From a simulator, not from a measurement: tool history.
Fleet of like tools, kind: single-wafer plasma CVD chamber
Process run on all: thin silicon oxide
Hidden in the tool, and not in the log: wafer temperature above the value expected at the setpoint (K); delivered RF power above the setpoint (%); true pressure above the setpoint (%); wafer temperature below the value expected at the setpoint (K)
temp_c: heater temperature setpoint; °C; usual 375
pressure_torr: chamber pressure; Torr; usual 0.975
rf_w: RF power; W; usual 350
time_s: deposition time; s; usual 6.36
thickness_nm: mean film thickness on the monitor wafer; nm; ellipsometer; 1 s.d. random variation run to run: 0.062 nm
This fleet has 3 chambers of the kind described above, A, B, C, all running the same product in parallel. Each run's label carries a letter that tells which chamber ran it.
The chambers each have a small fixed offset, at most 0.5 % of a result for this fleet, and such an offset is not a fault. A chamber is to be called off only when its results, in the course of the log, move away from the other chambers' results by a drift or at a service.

run	hour	temp_c	pressure_torr	rf_w	time_s	hours since the last thermocouple change	hours since the last RF generator calibration	hours since the last manometer calibration	read-back reference wafer on the same gauge, thickness_nm	thickness_nm
1C	10.9	375	0.975	350	6.36	405.8	598.8	547.0	15.692	15.050
2A	18.7	375	0.975	350	6.36	74.9	603.6	837.0	15.689	15.007
3B	25.9	375	0.975	350	6.36	250.4	937.5	995.6	15.705	15.004
4A	35.3	375	0.975	350	6.36	91.5	620.2	853.6	15.707	14.882
5B	46.0	375	0.975	350	6.36	270.5	957.6	1015.7	15.704	14.933
6C	57.9	375	0.975	350	6.36	452.8	645.8	594.0	15.705	14.945
7C	68.7	375	0.975	350	6.36	463.6	656.6	604.8	15.712	14.908
8B	75.7	375	0.975	350	6.36	300.2	987.3	1045.4	15.701	14.992
9A	82.6	375	0.975	350	6.36	138.8	667.5	900.9	15.697	14.906
10A	88.1	375	0.975	350	6.36	144.3	673.0	906.4	15.702	14.888
11B	99.5	375	0.975	350	6.36	324.0	1011.1	1069.2	15.708	14.779
12C	107.1	375	0.975	350	6.36	502.0	695.0	643.2	15.713	15.026
13C	116.5	375	0.975	350	6.36	511.4	704.4	652.6	15.682	15.053
# hour 124.8: chamber B: RF generator calibrated
14A	129.0	375	0.975	350	6.36	185.2	713.9	947.3	15.695	14.942
15B	139.8	375	0.975	350	6.36	364.3	15.1	1109.5	15.697	14.902
16B	150.1	375	0.975	350	6.36	374.6	25.4	1119.8	15.700	14.886
17A	159.8	375	0.975	350	6.36	216.0	744.7	978.1	15.710	14.840
18C	166.6	375	0.975	350	6.36	561.5	754.5	702.7	15.702	15.297
19B	176.9	375	0.975	350	6.36	401.4	52.2	1146.6	15.705	14.862
20A	182.5	375	0.975	350	6.36	238.7	767.4	1000.8	15.691	14.948
21C	190.1	375	0.975	350	6.36	585.0	778.0	726.2	15.682	15.408
22B	200.0	375	0.975	350	6.36	424.5	75.3	1169.7	15.704	14.934
23C	211.1	375	0.975	350	6.36	606.0	799.0	747.2	15.706	15.258
24A	221.0	375	0.975	350	6.36	277.2	805.9	1039.3	15.703	14.816
25A	229.9	375	0.975	350	6.36	286.1	814.8	1048.2	15.699	14.872
26B	236.9	375	0.975	385	6.36	461.4	112.2	1206.6	15.701	15.503
27C	246.9	375	0.975	385	6.36	641.8	834.8	783.0	15.697	15.992
28A	254.6	375	0.975	385	6.36	310.8	839.5	1072.9	15.693	15.425
29C	263.9	375	0.975	350	6.36	658.8	851.8	800.0	15.710	15.495

One chamber off, gauge drift, or nothing amiss beyond the chambers' own small offsets? If it is a chamber, which one, and what is the likeliest cause?

Chamber C drifts away from the others.
Cause: true pressure above the setpoint (%) = 5.57.

Which of the 4 candidates below, each the usual settings with something changed and its results left as question marks, puts chamber C back in line with what the other chambers give on the usual settings?
In line here means within this much of the mean the other chambers give on the usual settings: thickness_nm 0.220 nm
30C-1	272.8	374	0.975	385	6.36					?
30C-2	272.8	375	0.982	350	6.40					?
30C-3	272.8	375	0.929	345	6.36					?
30C-4	272.8	375	0.975	350	6.28					?

The mean the other chambers reach with the usual settings: thickness_nm 14.924 nm
run	thickness_nm
30C-1	16.112
30C-2	15.725
30C-3	14.966
30C-4	15.356
With 30C-3, the chamber falls back in line with the rest.
